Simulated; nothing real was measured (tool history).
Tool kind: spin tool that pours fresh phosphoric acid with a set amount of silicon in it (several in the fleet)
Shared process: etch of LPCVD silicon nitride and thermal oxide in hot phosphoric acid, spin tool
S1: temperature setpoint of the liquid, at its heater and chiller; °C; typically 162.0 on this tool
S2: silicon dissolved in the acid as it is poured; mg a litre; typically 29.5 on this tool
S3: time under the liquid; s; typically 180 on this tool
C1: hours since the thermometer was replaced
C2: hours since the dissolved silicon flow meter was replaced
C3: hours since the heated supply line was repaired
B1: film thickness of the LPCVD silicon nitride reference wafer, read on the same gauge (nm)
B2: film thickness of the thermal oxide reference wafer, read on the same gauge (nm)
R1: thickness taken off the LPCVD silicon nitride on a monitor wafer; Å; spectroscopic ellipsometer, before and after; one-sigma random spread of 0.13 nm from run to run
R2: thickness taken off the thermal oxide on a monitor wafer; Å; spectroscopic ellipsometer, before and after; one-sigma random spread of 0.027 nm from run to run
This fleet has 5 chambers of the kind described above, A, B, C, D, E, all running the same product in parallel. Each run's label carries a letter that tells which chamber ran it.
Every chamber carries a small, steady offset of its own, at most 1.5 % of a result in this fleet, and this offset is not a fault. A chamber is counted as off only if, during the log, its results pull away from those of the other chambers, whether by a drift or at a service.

| run | day | S1 | S2 | S3 | C1 | C2 | C3 | B1 | B2 | R1 | R2 |
|---|---|---|---|---|---|---|---|---|---|---|---|
| 1A | 0.342 | 162.0 | 29.5 | 180 | 237.0 | 32.6 | 551.8 | 49.994 | 59.955 | 169.03 | 2.82500 |
| 2C | 0.650 | 162.0 | 29.5 | 180 | 596.7 | 86.5 | 1818.9 | 49.995 | 60.011 | 169.22 | 2.57080 |
| 3E | 0.850 | 162.0 | 29.5 | 180 | 464.7 | 719.2 | 1996.1 | 49.999 | 59.998 | 172.68 | 2.61810 |
| 4B | 1.062 | 162.0 | 29.5 | 180 | 588.0 | 853.6 | 913.0 | 50.023 | 59.987 | 170.59 | 2.89350 |
| 5D | 1.342 | 162.0 | 29.5 | 180 | 890.4 | 389.9 | 597.5 | 49.995 | 59.980 | 171.04 | 2.84390 |
| 6D | 1.738 | 162.0 | 29.5 | 180 | 899.9 | 399.4 | 607.0 | 50.009 | 59.991 | 172.90 | 2.19710 |
|  | 2.000 | chamber C: heated supply line repaired |
| 7B | 2.046 | 162.0 | 29.5 | 180 | 611.6 | 877.2 | 936.6 | 50.009 | 59.980 | 167.71 | 2.26140 |
| 8E | 2.396 | 162.0 | 29.5 | 180 | 501.8 | 756.3 | 2033.2 | 49.992 | 59.999 | 172.63 | 2.59000 |
|  | 2.650 | chamber B: dissolved silicon flow meter replaced |
| 9C | 2.717 | 162.0 | 29.5 | 180 | 646.3 | 136.1 | 17.3 | 50.001 | 59.987 | 173.10 | 2.48330 |
| 10A | 3.017 | 162.0 | 29.5 | 180 | 301.2 | 96.8 | 616.0 | 50.001 | 60.011 | 167.72 | 2.59190 |
|  | 3.171 | chamber D: dissolved silicon flow meter replaced |
| 11A | 3.304 | 162.0 | 29.5 | 180 | 308.1 | 103.7 | 622.9 | 49.990 | 59.969 | 165.67 | 2.62880 |
| 12D | 3.488 | 162.0 | 29.5 | 180 | 941.9 | 7.7 | 649.0 | 49.982 | 59.977 | 171.40 | 2.48580 |
| 13B | 3.754 | 160.5 | 50.0 | 180 | 652.6 | 26.6 | 977.6 | 49.982 | 60.001 | 161.82 | 0.87224 |
| 14E | 3.942 | 160.5 | 50.0 | 180 | 538.9 | 793.4 | 2070.3 | 50.001 | 60.005 | 164.31 | 0.92155 |
|  | 3.950 | chamber D: thermometer replaced |
|  | 4.154 | chamber E: dissolved silicon flow meter replaced |
| 15C | 4.246 | 160.5 | 50.0 | 180 | 683.0 | 172.8 | 54.0 | 49.992 | 60.014 | 164.21 | 1.11920 |
| 16C | 4.633 | 160.5 | 50.0 | 180 | 692.3 | 182.1 | 63.3 | 49.997 | 60.041 | 161.66 | 0.98134 |
| 17A | 4.908 | 160.5 | 50.0 | 180 | 346.6 | 142.2 | 661.4 | 50.012 | 59.960 | 156.13 | 0.98864 |
| 18D | 5.192 | 162.0 | 29.5 | 180 | 29.9 | 48.6 | 689.9 | 50.005 | 59.991 | 172.66 | 2.72530 |
| 19E | 5.550 | 162.0 | 29.5 | 180 | 577.5 | 33.6 | 2108.9 | 49.985 | 59.957 | 173.06 | 2.27020 |
| 20B | 5.871 | 162.0 | 29.5 | 180 | 703.4 | 77.4 | 1028.4 | 50.006 | 59.974 | 169.23 | 3.00900 |
| 21C | 6.133 | 162.0 | 29.5 | 180 | 728.3 | 218.1 | 99.3 | 49.996 | 60.010 | 170.39 | 2.82990 |
| 22A | 6.421 | 162.0 | 29.5 | 180 | 382.9 | 178.5 | 697.7 | 50.007 | 59.988 | 161.98 | 2.69120 |
| 23B | 6.679 | 162.0 | 29.5 | 180 | 722.8 | 96.8 | 1047.8 | 49.995 | 59.992 | 169.38 | 3.01060 |
| 24D | 6.888 | 162.0 | 29.5 | 180 | 70.6 | 89.3 | 730.6 | 49.988 | 59.990 | 170.81 | 2.83230 |
| 25E | 7.208 | 162.0 | 29.5 | 180 | 617.3 | 73.4 | 2148.7 | 49.988 | 60.018 | 172.47 | 2.48290 |
| 26A | 7.404 | 162.0 | 29.5 | 180 | 406.5 | 202.1 | 721.3 | 49.989 | 60.011 | 164.56 | 2.62780 |
| 27D | 7.796 | 162.0 | 29.5 | 180 | 92.4 | 111.1 | 752.4 | 49.979 | 59.972 | 172.39 | 2.50070 |
| 28C | 8.021 | 162.0 | 29.5 | 180 | 773.6 | 263.4 | 144.6 | 49.997 | 60.042 | 170.90 | 2.52150 |
| 29B | 8.379 | 162.0 | 29.5 | 180 | 763.6 | 137.6 | 1088.6 | 50.017 | 60.007 | 170.59 | 3.01820 |
| 30E | 8.633 | 162.0 | 29.5 | 180 | 651.5 | 107.6 | 2182.9 | 49.999 | 60.011 | 170.62 | 2.32700 |
| 31B | 9.021 | 162.0 | 29.5 | 180 | 779.0 | 153.0 | 1104.0 | 49.993 | 60.020 | 168.81 | 3.26330 |
| 32D | 9.275 | 162.0 | 29.5 | 180 | 127.9 | 146.6 | 787.9 | 50.009 | 60.027 | 172.21 | 3.07010 |

Next, every chamber runs the same settings. What will each give?
| 33A | 9.558 | 162.0 | 29.5 | 180 |  |  |  |  |  | ? | ? |
| 33B | 9.558 | 162.0 | 29.5 | 180 |  |  |  |  |  | ? | ? |
| 33C | 9.558 | 162.0 | 29.5 | 180 |  |  |  |  |  | ? | ? |
| 33D | 9.558 | 162.0 | 29.5 | 180 |  |  |  |  |  | ? | ? |
| 33E | 9.558 | 162.0 | 29.5 | 180 |  |  |  |  |  | ? | ? |

| run | R1 | R2 |
|---|---|---|
| 33A | 163.34 | 2.28070 |
| 33B | 169.89 | 2.58210 |
| 33C | 173.56 | 2.85930 |
| 33D | 171.31 | 2.35100 |
| 33E | 169.15 | 3.11730 |

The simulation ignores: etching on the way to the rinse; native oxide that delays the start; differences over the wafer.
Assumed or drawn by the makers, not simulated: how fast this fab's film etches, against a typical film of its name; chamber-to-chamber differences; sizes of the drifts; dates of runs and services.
